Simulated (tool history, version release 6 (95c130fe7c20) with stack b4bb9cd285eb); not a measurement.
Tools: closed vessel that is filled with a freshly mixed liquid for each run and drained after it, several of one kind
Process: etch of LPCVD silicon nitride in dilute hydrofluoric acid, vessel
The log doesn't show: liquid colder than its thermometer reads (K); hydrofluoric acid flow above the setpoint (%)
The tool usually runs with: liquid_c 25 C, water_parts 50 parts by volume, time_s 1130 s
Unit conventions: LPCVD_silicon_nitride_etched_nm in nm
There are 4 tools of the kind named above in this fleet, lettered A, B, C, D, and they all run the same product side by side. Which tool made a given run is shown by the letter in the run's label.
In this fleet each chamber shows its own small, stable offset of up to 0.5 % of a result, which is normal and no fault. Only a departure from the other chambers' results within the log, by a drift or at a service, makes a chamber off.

run	hour	liquid_c	water_parts	time_s	hours since the thermometer was replaced	hours since the hydrofluoric acid flow meter was replaced	read-back film thickness of the LPCVD silicon nitride reference wafer, read on the same gauge (nm)	LPCVD_silicon_nitride_etched_nm
1A	7.2	25	50	1130	22	781.2	49.999	10.65
2C	15.1	25	50	1130	1104.3	577.2	49.998	10.785
3B	30.4	25	50	1130	634.8	180.5	49.981	10.625
4D	39	25	50	1130	537	414.1	49.99	10.795
5B	50	25	50	1455	654.4	200.1	49.998	13.774
6C	63.6	25	50	1455	1152.8	625.7	49.995	13.857
7A	73.4	25	50	1455	88.2	847.4	49.992	13.873
8D	80.5	25	50	1455	578.5	455.6	50.001	13.636
9A	95	25	50	1130	109.8	869	50.019	10.576
10D	106.8	25	50	1130	604.8	481.9	49.991	10.64
11C	121.7	29	50	1130	1210.9	683.8	49.99	14.045
# hour 130.3: chamber D: thermometer replaced
12B	135.7	29	50	1130	740.1	285.8	50.012	13.907
13A	144.6	29	50	1130	159.4	918.6	50.01	14.055
14C	159.4	29	50	1130	1248.6	721.5	49.992	14.152
15D	171.3	25	50	1130	41.1	546.4	50.025	10.73
16B	182.8	25	50	1130	787.2	332.9	50.018	10.764
17B	190.6	25	50	1130	795	340.7	50.019	10.6
18A	202.9	25	50	1130	217.7	976.9	49.988	10.966
19D	209.9	25	50	1130	79.7	585	49.994	10.776
20C	217.1	25	50	1130	1306.3	779.2	49.995	10.716
21B	226.2	25	50	1130	830.6	376.3	49.998	10.844
22A	238.9	25	50	1130	253.7	1012.9	49.989	10.9
23C	249.5	25	50	1130	1338.7	811.6	50.011	10.732
24D	258	25	50	1130	127.8	633.1	50.002	10.706
25C	270.7	22.5	35	1130	1359.9	832.8	49.994	12.728
26A	281	22.5	35	1130	295.8	1055	50.012	13.308
27D	289.5	22.5	35	1130	159.3	664.6	50	12.764
28B	300.7	22.5	35	1130	905.1	450.8	50.004	12.598
29A	313.1	25	50	1130	327.9	1087.1	49.996	11.161
30C	320.7	25	50	1130	1409.9	882.8	49.993	10.725
31B	332.5	22.5	25	1130	936.9	482.6	50.003	17.504
32D	347.4	22.5	25	1130	217.2	722.5	50.008	17.287
33D	356.2	22.5	25	1130	226	731.3	50.002	17.37
34C	369.5	22.5	25	1130	1458.7	931.6	50.009	18.022
35B	377.7	25	50	1130	982.1	527.8	49.993	10.734
36A	384.5	25	50	1130	399.3	1158.5	49.998	11.26
37B	396	25	25	1705	1000.4	546.1	49.994	30.754
38D	404.3	25	25	1705	274.1	779.4	50.001	31.48
39C	417.8	25	25	1705	1507	979.9	50.014	31.963
40A	425.7	25	25	1705	440.5	1199.7	50.001	34.603
41A	433.8	25	40	1130	448.6	1207.8	49.996	14.643
42D	442.5	25	40	1130	312.3	817.6	50.002	13.32
43C	451.3	25	40	1130	1540.5	1013.4	50.01	13.454

Predict what each chamber gives when all 4 of them run the settings below next.
44A	462.5	25	30	1130				?
44B	462.5	25	30	1130				?
44C	462.5	25	30	1130				?
44D	462.5	25	30	1130				?

run	LPCVD_silicon_nitride_etched_nm
44A	19.687
44B	17.468
44C	17.91
44D	17.448

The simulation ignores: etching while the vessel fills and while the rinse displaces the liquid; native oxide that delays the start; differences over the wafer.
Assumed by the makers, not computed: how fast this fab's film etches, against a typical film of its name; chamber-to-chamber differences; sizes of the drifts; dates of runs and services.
